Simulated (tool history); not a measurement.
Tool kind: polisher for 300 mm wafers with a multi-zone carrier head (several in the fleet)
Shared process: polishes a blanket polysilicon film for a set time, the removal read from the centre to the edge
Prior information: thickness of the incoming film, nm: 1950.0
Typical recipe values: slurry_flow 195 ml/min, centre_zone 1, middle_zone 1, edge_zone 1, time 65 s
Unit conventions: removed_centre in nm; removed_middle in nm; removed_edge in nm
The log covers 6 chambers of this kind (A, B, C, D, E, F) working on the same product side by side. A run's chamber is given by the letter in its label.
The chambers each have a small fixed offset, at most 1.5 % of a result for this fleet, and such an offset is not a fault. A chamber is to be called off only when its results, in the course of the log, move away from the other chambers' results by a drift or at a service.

{"hour": 7.6, "done": "chamber D: worn pad replaced by a new one"}
{"hour": 8.2, "done": "chamber B: worn pad replaced by a new one"}
{"hour": 10.1, "done": "chamber B: slurry nozzle cleaned"}
{"run": "1E", "hour": 15.1, "slurry_flow": 195, "centre_zone": 1, "middle_zone": 1, "edge_zone": 1, "time": 65, "removed_centre": 573.42, "removed_middle": 572.6, "removed_edge": 560.82}
{"run": "2B", "hour": 23.6, "slurry_flow": 195, "centre_zone": 1, "middle_zone": 1, "edge_zone": 1, "time": 65, "removed_centre": 572.71, "removed_middle": 577.59, "removed_edge": 575.4}
{"hour": 26.2, "done": "chamber E: worn pad replaced by a new one"}
{"run": "3A", "hour": 38.2, "slurry_flow": 195, "centre_zone": 1, "middle_zone": 1, "edge_zone": 1, "time": 65, "removed_centre": 573.68, "removed_middle": 561.41, "removed_edge": 571.37}
{"hour": 42.0, "done": "chamber A: worn pad replaced by a new one"}
{"run": "4F", "hour": 51.8, "slurry_flow": 195, "centre_zone": 1, "middle_zone": 1, "edge_zone": 1, "time": 65, "removed_centre": 579.88, "removed_middle": 577.59, "removed_edge": 576.61}
{"hour": 55.7, "done": "chamber E: edge zone pressure recalibrated"}
{"hour": 65.0, "done": "chamber F: worn pad replaced by a new one"}
{"run": "5C", "hour": 66.9, "slurry_flow": 225, "centre_zone": 1, "middle_zone": 1, "edge_zone": 1, "time": 73, "removed_centre": 668.82, "removed_middle": 673.93, "removed_edge": 655.95}
{"run": "6D", "hour": 82.0, "slurry_flow": 225, "centre_zone": 1, "middle_zone": 1, "edge_zone": 1, "time": 73, "removed_centre": 669.81, "removed_middle": 642.16, "removed_edge": 662.03}
{"run": "7A", "hour": 90.4, "slurry_flow": 225, "centre_zone": 1, "middle_zone": 1, "edge_zone": 1, "time": 73, "removed_centre": 662.84, "removed_middle": 659.59, "removed_edge": 662.47}
{"hour": 91.0, "done": "chamber C: worn pad replaced by a new one"}
{"hour": 95.3, "done": "chamber C: slurry nozzle cleaned"}
{"run": "8F", "hour": 102.6, "slurry_flow": 225, "centre_zone": 1, "middle_zone": 1, "edge_zone": 1, "time": 73, "removed_centre": 671.04, "removed_middle": 660.07, "removed_edge": 649.05}
{"hour": 105.2, "done": "chamber B: worn pad replaced by a new one"}
{"run": "9D", "hour": 111.6, "slurry_flow": 225, "centre_zone": 1, "middle_zone": 1, "edge_zone": 1, "time": 73, "removed_centre": 660.42, "removed_middle": 653.97, "removed_edge": 649.33}
{"run": "10C", "hour": 121.4, "slurry_flow": 225, "centre_zone": 1, "middle_zone": 1, "edge_zone": 1, "time": 73, "removed_centre": 662.84, "removed_middle": 666.87, "removed_edge": 649.84}
{"hour": 123.2, "done": "chamber B: edge zone pressure recalibrated"}
{"hour": 131.3, "done": "chamber D: worn pad replaced by a new one"}
{"run": "11B", "hour": 133.3, "slurry_flow": 195, "centre_zone": 1, "middle_zone": 1, "edge_zone": 1, "time": 65, "removed_centre": 571.1, "removed_middle": 574.83, "removed_edge": 584.8}
{"hour": 141.0, "done": "chamber D: slurry nozzle cleaned"}
{"run": "12E", "hour": 148.8, "slurry_flow": 195, "centre_zone": 1, "middle_zone": 1, "edge_zone": 1, "time": 65, "removed_centre": 574.23, "removed_middle": 568.75, "removed_edge": 572.21}
{"run": "13E", "hour": 157.4, "slurry_flow": 195, "centre_zone": 1, "middle_zone": 1, "edge_zone": 1, "time": 65, "removed_centre": 577.32, "removed_middle": 571.74, "removed_edge": 569.94}
{"hour": 165.2, "done": "chamber E: worn pad replaced by a new one"}
{"hour": 165.5, "done": "chamber F: slurry nozzle cleaned"}
{"run": "14D", "hour": 170.6, "slurry_flow": 195, "centre_zone": 1, "middle_zone": 1, "edge_zone": 1, "time": 65, "removed_centre": 577.04, "removed_middle": 575.67, "removed_edge": 568.96}
{"hour": 170.7, "done": "chamber D: edge zone pressure recalibrated"}
{"run": "15B", "hour": 178.6, "slurry_flow": 195, "centre_zone": 1, "middle_zone": 1, "edge_zone": 1, "time": 65, "removed_centre": 575.28, "removed_middle": 567.57, "removed_edge": 574.92}
{"hour": 181.7, "done": "chamber A: worn pad replaced by a new one"}
{"run": "16F", "hour": 188.1, "slurry_flow": 150, "centre_zone": 1, "middle_zone": 1, "edge_zone": 1, "time": 65, "removed_centre": 559.1, "removed_middle": 557.87, "removed_edge": 557.88}
{"run": "17A", "hour": 194.9, "slurry_flow": 150, "centre_zone": 1, "middle_zone": 1, "edge_zone": 1, "time": 65, "removed_centre": 548.37, "removed_middle": 543.4, "removed_edge": 549.3}
{"hour": 196.9, "done": "chamber B: centre zone pressure recalibrated"}
{"hour": 204.4, "done": "chamber B: worn pad replaced by a new one"}
{"hour": 206.8, "done": "chamber C: worn pad replaced by a new one"}
{"run": "18C", "hour": 207.0, "slurry_flow": 150, "centre_zone": 1, "middle_zone": 1, "edge_zone": 1, "time": 65, "removed_centre": 560.54, "removed_middle": 557.46, "removed_edge": 569.61}
{"hour": 210.6, "done": "chamber F: worn pad replaced by a new one"}
{"run": "19B", "hour": 217.0, "slurry_flow": 150, "centre_zone": 1, "middle_zone": 1, "edge_zone": 1, "time": 65, "removed_centre": 544.59, "removed_middle": 550.63, "removed_edge": 564.76}
{"run": "20E", "hour": 229.3, "slurry_flow": 150, "centre_zone": 1, "middle_zone": 1, "edge_zone": 1, "time": 65, "removed_centre": 543.56, "removed_middle": 543.83, "removed_edge": 551.32}
{"run": "21C", "hour": 243.6, "slurry_flow": 150, "centre_zone": 1, "middle_zone": 1, "edge_zone": 1, "time": 65, "removed_centre": 558.8, "removed_middle": 569.58, "removed_edge": 563.45}
{"hour": 250.7, "done": "chamber D: worn pad replaced by a new one"}
{"run": "22A", "hour": 252.4, "slurry_flow": 195, "centre_zone": 1, "middle_zone": 1, "edge_zone": 1, "time": 65, "removed_centre": 576.88, "removed_middle": 586.83, "removed_edge": 576.48}
{"run": "23F", "hour": 259.6, "slurry_flow": 195, "centre_zone": 1, "middle_zone": 1, "edge_zone": 1, "time": 65, "removed_centre": 584, "removed_middle": 588.34, "removed_edge": 586.21}
{"run": "24D", "hour": 272.3, "slurry_flow": 195, "centre_zone": 1, "middle_zone": 1, "edge_zone": 1, "time": 65, "removed_centre": 585.39, "removed_middle": 567.22, "removed_edge": 577.91}
{"run": "25A", "hour": 283.9, "slurry_flow": 195, "centre_zone": 1, "middle_zone": 1, "edge_zone": 1, "time": 65, "removed_centre": 577.9, "removed_middle": 573.84, "removed_edge": 582.38}
{"run": "26B", "hour": 293.7, "slurry_flow": 195, "centre_zone": 1, "middle_zone": 1, "edge_zone": 1, "time": 65, "removed_centre": 567.85, "removed_middle": 578.5, "removed_edge": 581.35}
{"hour": 294.0, "done": "chamber B: worn pad replaced by a new one"}
{"run": "27F", "hour": 303.2, "slurry_flow": 195, "centre_zone": 1, "middle_zone": 1, "edge_zone": 1, "time": 65, "removed_centre": 582.3, "removed_middle": 575.51, "removed_edge": 583.02}
{"hour": 308.3, "done": "chamber C: slurry nozzle cleaned"}
{"hour": 315.1, "done": "chamber E: worn pad replaced by a new one"}
{"run": "28D", "hour": 318.2, "slurry_flow": 195, "centre_zone": 1, "middle_zone": 1, "edge_zone": 1, "time": 85, "removed_centre": 765.32, "removed_middle": 744.88, "removed_edge": 761.09}
{"run": "29E", "hour": 332.4, "slurry_flow": 195, "centre_zone": 1, "middle_zone": 1, "edge_zone": 1, "time": 85, "removed_centre": 750.64, "removed_middle": 749.88, "removed_edge": 751.3}
{"hour": 333.2, "done": "chamber C: worn pad replaced by a new one"}
{"hour": 333.4, "done": "chamber A: worn pad replaced by a new one"}
{"run": "30C", "hour": 347.2, "slurry_flow": 195, "centre_zone": 1, "middle_zone": 1, "edge_zone": 1, "time": 85, "removed_centre": 799.25, "removed_middle": 761.87, "removed_edge": 747.77}
{"hour": 349.4, "done": "chamber F: worn pad replaced by a new one"}
{"hour": 361.8, "done": "chamber D: worn pad replaced by a new one"}
{"run": "31E", "hour": 362.6, "slurry_flow": 195, "centre_zone": 1, "middle_zone": 1, "edge_zone": 1, "time": 85, "removed_centre": 753.71, "removed_middle": 750.14, "removed_edge": 752.36}
{"run": "32F", "hour": 372.9, "slurry_flow": 195, "centre_zone": 1, "middle_zone": 1, "edge_zone": 1, "time": 85, "removed_centre": 769.19, "removed_middle": 756.66, "removed_edge": 737.94}
{"run": "33C", "hour": 383.8, "slurry_flow": 195, "centre_zone": 1, "middle_zone": 1, "edge_zone": 1, "time": 85, "removed_centre": 805.59, "removed_middle": 768.94, "removed_edge": 752.19}
{"hour": 385.1, "done": "chamber F: centre zone pressure recalibrated"}
{"hour": 386.5, "done": "chamber E: slurry nozzle cleaned"}
{"hour": 388.7, "done": "chamber D: centre zone pressure recalibrated"}
{"hour": 392.0, "done": "chamber B: worn pad replaced by a new one"}
{"run": "34D", "hour": 394.8, "slurry_flow": 195, "centre_zone": 1, "middle_zone": 1, "edge_zone": 1, "time": 65, "removed_centre": 583.29, "removed_middle": 570.45, "removed_edge": 580.2}
{"run": "35B", "hour": 407.4, "slurry_flow": 195, "centre_zone": 1, "middle_zone": 1, "edge_zone": 1, "time": 65, "removed_centre": 572.69, "removed_middle": 574.53, "removed_edge": 573.4}
{"run": "36A", "hour": 422.6, "slurry_flow": 195, "centre_zone": 1, "middle_zone": 1, "edge_zone": 1, "time": 65, "removed_centre": 572.06, "removed_middle": 584.59, "removed_edge": 568.85}
{"hour": 428.3, "done": "chamber A: slurry nozzle cleaned"}
{"hour": 429.6, "done": "chamber A: centre zone pressure recalibrated"}
{"hour": 430.8, "done": "chamber E: worn pad replaced by a new one"}
{"run": "37E", "hour": 433.0, "slurry_flow": 195, "centre_zone": 1, "middle_zone": 1, "edge_zone": 1, "time": 65, "removed_centre": 571.64, "removed_middle": 586.45, "removed_edge": 566.96}
{"run": "38F", "hour": 440.0, "slurry_flow": 195, "centre_zone": 1, "middle_zone": 1, "edge_zone": 1, "time": 65, "removed_centre": 580.98, "removed_middle": 563.72, "removed_edge": 570.64}
{"run": "39A", "hour": 451.2, "slurry_flow": 195, "centre_zone": 1, "middle_zone": 1, "edge_zone": 1, "time": 65, "removed_centre": 579.85, "removed_middle": 568.87, "removed_edge": 563.63}

Next, every chamber runs the same settings. What will each give?
{"run": "40A", "hour": 462.4, "slurry_flow": 195, "centre_zone": 1, "middle_zone": 1, "edge_zone": 1, "time": 65, "removed_centre": "?", "removed_middle": "?", "removed_edge": "?"}
{"run": "40B", "hour": 462.4, "slurry_flow": 195, "centre_zone": 1, "middle_zone": 1, "edge_zone": 1, "time": 65, "removed_centre": "?", "removed_middle": "?", "removed_edge": "?"}
{"run": "40C", "hour": 462.4, "slurry_flow": 195, "centre_zone": 1, "middle_zone": 1, "edge_zone": 1, "time": 65, "removed_centre": "?", "removed_middle": "?", "removed_edge": "?"}
{"run": "40D", "hour": 462.4, "slurry_flow": 195, "centre_zone": 1, "middle_zone": 1, "edge_zone": 1, "time": 65, "removed_centre": "?", "removed_middle": "?", "removed_edge": "?"}
{"run": "40E", "hour": 462.4, "slurry_flow": 195, "centre_zone": 1, "middle_zone": 1, "edge_zone": 1, "time": 65, "removed_centre": "?", "removed_middle": "?", "removed_edge": "?"}
{"run": "40F", "hour": 462.4, "slurry_flow": 195, "centre_zone": 1, "middle_zone": 1, "edge_zone": 1, "time": 65, "removed_centre": "?", "removed_middle": "?", "removed_edge": "?"}

run=40A removed_centre=576.19 removed_middle=575.05 removed_edge=578.22
run=40B removed_centre=571.66 removed_middle=570.67 removed_edge=568.23
run=40C removed_centre=636.04 removed_middle=592.72 removed_edge=571.02
run=40D removed_centre=586.42 removed_middle=563.76 removed_edge=581.8
run=40E removed_centre=570.54 removed_middle=577.2 removed_edge=583.35
run=40F removed_centre=582.08 removed_middle=568.36 removed_edge=569

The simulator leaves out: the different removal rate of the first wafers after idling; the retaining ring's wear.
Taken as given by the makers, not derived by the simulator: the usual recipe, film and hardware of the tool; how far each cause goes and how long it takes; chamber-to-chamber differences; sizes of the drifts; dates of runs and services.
